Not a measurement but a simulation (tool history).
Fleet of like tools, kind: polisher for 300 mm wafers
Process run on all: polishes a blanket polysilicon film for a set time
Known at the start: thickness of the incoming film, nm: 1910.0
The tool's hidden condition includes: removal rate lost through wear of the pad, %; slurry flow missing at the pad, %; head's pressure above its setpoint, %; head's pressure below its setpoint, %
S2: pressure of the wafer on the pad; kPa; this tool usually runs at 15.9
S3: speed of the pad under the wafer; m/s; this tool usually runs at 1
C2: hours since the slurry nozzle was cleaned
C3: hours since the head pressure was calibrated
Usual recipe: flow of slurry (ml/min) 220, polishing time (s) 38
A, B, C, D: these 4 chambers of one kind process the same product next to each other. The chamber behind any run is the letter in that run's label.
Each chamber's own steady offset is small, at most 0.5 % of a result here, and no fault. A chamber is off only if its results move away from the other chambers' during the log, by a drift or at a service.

At hour 2.8: chamber C: slurry nozzle cleaned.
At hour 4.1: chamber D: worn pad replaced by a new one.
Run 1B, hour 4.1: usual settings; wafers polished on this pad 706; C2 155.4; C3 279.2. Result: film removed (nm) 226.88.
At hour 6.3: chamber A: worn pad replaced by a new one.
Run 2A, hour 7.1: usual settings; wafers polished on this pad 12; C2 87.3; C3 816.5. Result: film removed (nm) 225.17.
Run 3C, hour 11.3: usual settings; wafers polished on this pad 957; C2 8.6; C3 360.1. Result: film removed (nm) 217.83.
Run 4D, hour 16.2: usual settings; wafers polished on this pad 182; C2 36.9; C3 21.9. Result: film removed (nm) 222.85.
Run 5A, hour 18.7: usual settings; wafers polished on this pad 187; C2 98.9; C3 828.1. Result: film removed (nm) 230.46.
At hour 19.3: chamber B: worn pad replaced by a new one.
Run 6B, hour 23.5: usual settings; wafers polished on this pad 63; C2 174.8; C3 298.6. Result: film removed (nm) 226.77.
Run 7D, hour 27.5: usual settings; wafers polished on this pad 352; C2 48.2; C3 33.2. Result: film removed (nm) 219.84.
At hour 30: chamber C: worn pad replaced by a new one.
Run 8C, hour 30: usual settings; wafers polished on this pad 1; C2 27.3; C3 378.8. Result: film removed (nm) 230.02.
Run 9A, hour 32.8: usual settings; wafers polished on this pad 399; C2 113; C3 842.2. Result: film removed (nm) 219.99.
At hour 35.6: chamber A: head pressure recalibrated.
Run 10B, hour 36.2: usual settings; wafers polished on this pad 254; C2 187.5; C3 311.3. Result: film removed (nm) 224.98.
Run 11D, hour 41: usual settings; wafers polished on this pad 556; C2 61.7; C3 46.7. Result: film removed (nm) 227.18.
Run 12C, hour 43.7: usual settings; wafers polished on this pad 207; C2 41; C3 392.5. Result: film removed (nm) 226.54.
Run 13A, hour 46.3: usual settings but flow of slurry (ml/min) 150, S3 1.26 m/s; wafers polished on this pad 603; C2 126.5; C3 10.8. Result: film removed (nm) 289.14.
Run 14C, hour 49.4: usual settings but flow of slurry (ml/min) 150, S3 1.26 m/s; wafers polished on this pad 293; C2 46.7; C3 398.2. Result: film removed (nm) 270.64.
Run 15B, hour 54.7: usual settings but flow of slurry (ml/min) 150, S3 1.26 m/s; wafers polished on this pad 533; C2 206; C3 329.8. Result: film removed (nm) 271.15.
Run 16D, hour 59.6: usual settings but flow of slurry (ml/min) 150, S3 1.26 m/s; wafers polished on this pad 836; C2 80.3; C3 65.3. Result: film removed (nm) 274.05.
Run 17A, hour 63.4: usual settings; wafers polished on this pad 860; C2 143.6; C3 27.9. Result: film removed (nm) 236.69.
Run 18C, hour 66.2: usual settings; wafers polished on this pad 546; C2 63.5; C3 415. Result: film removed (nm) 229.16.
Run 19D, hour 69: usual settings; wafers polished on this pad 977; C2 89.7; C3 74.7. Result: film removed (nm) 225.58.
At hour 69.2: chamber A: worn pad replaced by a new one.
Run 20B, hour 73.5: usual settings; wafers polished on this pad 816; C2 224.8; C3 348.6. Result: film removed (nm) 229.83.
At hour 78.1: chamber B: worn pad replaced by a new one.
Run 21D, hour 78.5: usual settings; wafers polished on this pad 1121; C2 99.2; C3 84.2. Result: film removed (nm) 225.52.
At hour 82.1: chamber D: worn pad replaced by a new one.
Run 22A, hour 83.2: usual settings but S3 1.14 m/s; wafers polished on this pad 212; C2 163.4; C3 47.7. Result: film removed (nm) 284.35.
Run 23B, hour 88.9: usual settings but S3 1.14 m/s; wafers polished on this pad 164; C2 240.2; C3 364. Result: film removed (nm) 250.39.
Run 24C, hour 94.1: usual settings but S3 1.14 m/s; wafers polished on this pad 966; C2 91.4; C3 442.9. Result: film removed (nm) 256.08.
Run 25A, hour 99: usual settings but S3 1.14 m/s; wafers polished on this pad 450; C2 179.2; C3 63.5. Result: film removed (nm) 278.76.
Run 26B, hour 103.1: usual settings; wafers polished on this pad 378; C2 254.4; C3 378.2. Result: film removed (nm) 226.39.
Run 27D, hour 106.2: usual settings; wafers polished on this pad 363; C2 126.9; C3 111.9. Result: film removed (nm) 230.94.
Run 28C, hour 109.9: usual settings but S2 12.4 kPa, S3 1.14 m/s; wafers polished on this pad 1204; C2 107.2; C3 458.7. Result: film removed (nm) 200.65.

Predict what each chamber gives when all 4 of them run the settings below next.
Run 29A, hour 113.9: usual settings but flow of slurry (ml/min) 260. Result: film removed (nm) ?.
Run 29B, hour 113.9: usual settings but flow of slurry (ml/min) 260. Result: film removed (nm) ?.
Run 29C, hour 113.9: usual settings but flow of slurry (ml/min) 260. Result: film removed (nm) ?.
Run 29D, hour 113.9: usual settings but flow of slurry (ml/min) 260. Result: film removed (nm) ?.

run  film removed (nm)
29A             248.71
29B             224.82
29C             229.93
29D             232.63
